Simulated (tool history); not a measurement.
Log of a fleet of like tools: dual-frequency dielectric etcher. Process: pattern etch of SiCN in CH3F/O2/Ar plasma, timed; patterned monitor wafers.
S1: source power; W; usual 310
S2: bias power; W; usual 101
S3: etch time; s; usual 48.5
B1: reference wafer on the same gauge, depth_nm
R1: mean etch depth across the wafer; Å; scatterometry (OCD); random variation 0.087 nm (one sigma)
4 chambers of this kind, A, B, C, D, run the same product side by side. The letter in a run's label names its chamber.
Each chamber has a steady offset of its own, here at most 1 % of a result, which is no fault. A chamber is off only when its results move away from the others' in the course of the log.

Run 1D, hour 8.5: usual settings; B1 22.259. Result: R1 186.59 Å.
Run 2B, hour 17.4: usual settings; B1 22.267. Result: R1 187.31 Å.
Run 3A, hour 23.1: usual settings; B1 22.306. Result: R1 186.64 Å.
Run 4C, hour 28.1: usual settings; B1 22.295. Result: R1 186.56 Å.
Run 5C, hour 37.5: usual settings; B1 22.287. Result: R1 185.16 Å.
Run 6D, hour 45.9: usual settings but S3 43.0 s; B1 22.297. Result: R1 164.17 Å.
Run 7B, hour 55.1: usual settings but S3 43.0 s; B1 22.310. Result: R1 164.53 Å.
Run 8A, hour 62.9: usual settings but S3 43.0 s; B1 22.311. Result: R1 166.11 Å.
Run 9C, hour 71.8: usual settings but S3 43.0 s; B1 22.298. Result: R1 165.43 Å.
Run 10B, hour 81.0: usual settings but S2 89 W, S3 57.5 s; B1 22.287. Result: R1 210.10 Å.
At hour 81.9: chamber D: wet clean of the chamber.
Run 11D, hour 85.7: usual settings but S2 89 W, S3 57.5 s; B1 22.285. Result: R1 211.74 Å.
Run 12A, hour 96.4: usual settings but S2 89 W, S3 57.5 s; B1 22.308. Result: R1 211.95 Å.
Run 13B, hour 101.0: usual settings but S2 89 W, S3 57.5 s; B1 22.285. Result: R1 211.00 Å.
Run 14D, hour 106.4: usual settings; B1 22.288. Result: R1 186.20 Å.
Run 15A, hour 117.1: usual settings; B1 22.271. Result: R1 187.98 Å.
Run 16C, hour 124.2: usual settings; B1 22.297. Result: R1 188.82 Å.
Run 17D, hour 134.7: usual settings; B1 22.312. Result: R1 185.32 Å.
Run 18B, hour 143.0: usual settings but S1 250 W; B1 22.288. Result: R1 174.09 Å.
Run 19C, hour 150.3: usual settings but S1 250 W; B1 22.295. Result: R1 173.12 Å.
At hour 152.8: chamber A: source power generator calibrated.
Run 20A, hour 156.7: usual settings but S1 250 W; B1 22.308. Result: R1 173.51 Å.
Run 21D, hour 161.6: usual settings but S1 250 W; B1 22.273. Result: R1 173.43 Å.
Run 22C, hour 171.3: usual settings; B1 22.296. Result: R1 185.02 Å.
Run 23A, hour 179.1: usual settings but S3 57.0 s; B1 22.308. Result: R1 219.59 Å.
Run 24B, hour 186.5: usual settings but S3 57.0 s; B1 22.304. Result: R1 219.89 Å.
Run 25B, hour 196.8: usual settings but S3 57.0 s; B1 22.302. Result: R1 220.45 Å.
Run 26C, hour 206.3: usual settings but S3 57.0 s; B1 22.324. Result: R1 220.51 Å.
Run 27D, hour 214.8: usual settings; B1 22.284. Result: R1 186.41 Å.
Run 28A, hour 219.5: usual settings; B1 22.323. Result: R1 185.54 Å.
Run 29D, hour 229.3: usual settings; B1 22.305. Result: R1 185.91 Å.
Run 30C, hour 238.1: usual settings; B1 22.269. Result: R1 184.83 Å.
Run 31A, hour 243.2: usual settings; B1 22.323. Result: R1 188.14 Å.
Run 32B, hour 250.3: usual settings; B1 22.292. Result: R1 187.26 Å.
Run 33A, hour 257.5: usual settings; B1 22.296. Result: R1 186.91 Å.
Run 34B, hour 264.1: usual settings but S3 59.0 s; B1 22.299. Result: R1 227.59 Å.

Is one chamber off against the others, does the gauge drift, or is nothing wrong? If a chamber is off, say which, and what the likeliest cause is.

No chamber stands off beyond its own small offset, and the gauge holds steady.
